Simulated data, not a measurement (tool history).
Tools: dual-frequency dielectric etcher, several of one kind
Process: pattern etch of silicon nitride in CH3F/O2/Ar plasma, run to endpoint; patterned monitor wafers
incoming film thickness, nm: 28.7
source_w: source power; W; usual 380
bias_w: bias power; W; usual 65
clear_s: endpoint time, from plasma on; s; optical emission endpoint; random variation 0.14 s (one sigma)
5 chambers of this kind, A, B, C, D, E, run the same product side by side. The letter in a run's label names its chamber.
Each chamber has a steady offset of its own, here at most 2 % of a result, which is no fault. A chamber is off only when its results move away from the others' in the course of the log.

run	hour	source_w	bias_w	hours since the last wet clean	hours since the last source power generator calibration	hours since the last bias power generator calibration	clear_s
1B	7.6	380	65	492.4	2678.9	3563.5	44.548
2A	15.1	380	65	358.6	4338.8	2139.4	43.774
3E	24.1	380	65	118.7	295.8	1108.4	43.682
4C	34.4	380	65	295.4	559.2	1642.3	43.587
5D	43.7	380	65	138.7	2176.8	1622.7	43.779
6B	54.6	380	65	539.4	2725.9	3610.5	44.761
# hour 59.9: chamber B: wet clean of the chamber
# hour 61.1: chamber B: bias power generator calibrated
7A	64.4	380	65	407.9	4388.1	2188.7	43.576
8C	73.3	380	65	334.3	598.1	1681.2	43.645
9E	78.7	380	79	173.3	350.4	1163.0	40.805
10D	88.8	380	79	183.8	2221.9	1667.8	40.951
11E	99.1	380	79	193.7	370.8	1183.4	41.019
12D	105.7	380	79	200.7	2238.8	1684.7	40.969
13B	111.7	380	79	51.8	2783.0	50.7	41.724
14A	120.8	380	65	464.3	4444.5	2245.1	43.869
15C	131.1	380	65	392.1	655.9	1739.0	43.578
16E	137.6	380	65	232.2	409.3	1221.9	43.557
# hour 147.5: chamber A: wet clean of the chamber
17A	147.9	380	78	0.5	4471.6	2272.2	41.257
18C	158.1	380	78	419.1	682.9	1766.0	40.999
19D	167.4	380	78	262.4	2300.5	1746.4	41.692
20B	174.5	380	78	114.6	2845.8	113.5	41.961
21A	180.3	380	78	32.9	4504.0	2304.6	40.936
22B	190.2	380	65	130.3	2861.5	129.2	44.423
23D	201.1	380	65	296.1	2334.2	1780.1	45.057
24E	211.5	380	65	306.1	483.2	1295.8	43.540
25C	217.6	380	65	478.6	742.4	1825.5	43.339
26B	225.5	380	49	165.6	2896.8	164.5	48.941
27D	232.1	380	49	327.1	2365.2	1811.1	49.578
28A	241.6	380	49	94.2	4565.3	2365.9	47.956
29E	249.0	380	49	343.6	520.7	1333.3	47.731
30C	256.5	380	49	517.5	781.3	1864.4	47.914
# hour 256.9: chamber C: wet clean of the chamber
31B	264.9	380	65	205.0	2936.2	203.9	44.750
32C	270.0	380	65	13.2	794.8	1877.9	43.360
33E	278.6	380	65	373.2	550.3	1362.9	43.713

All 5 chambers run these settings next. Forecast each chamber's results:
34A	286.6	330	65				?
34B	286.6	330	65				?
34C	286.6	330	65				?
34D	286.6	330	65				?
34E	286.6	330	65				?

run	clear_s
34A	46.374
34B	47.004
34C	45.829
34D	48.323
34E	46.008

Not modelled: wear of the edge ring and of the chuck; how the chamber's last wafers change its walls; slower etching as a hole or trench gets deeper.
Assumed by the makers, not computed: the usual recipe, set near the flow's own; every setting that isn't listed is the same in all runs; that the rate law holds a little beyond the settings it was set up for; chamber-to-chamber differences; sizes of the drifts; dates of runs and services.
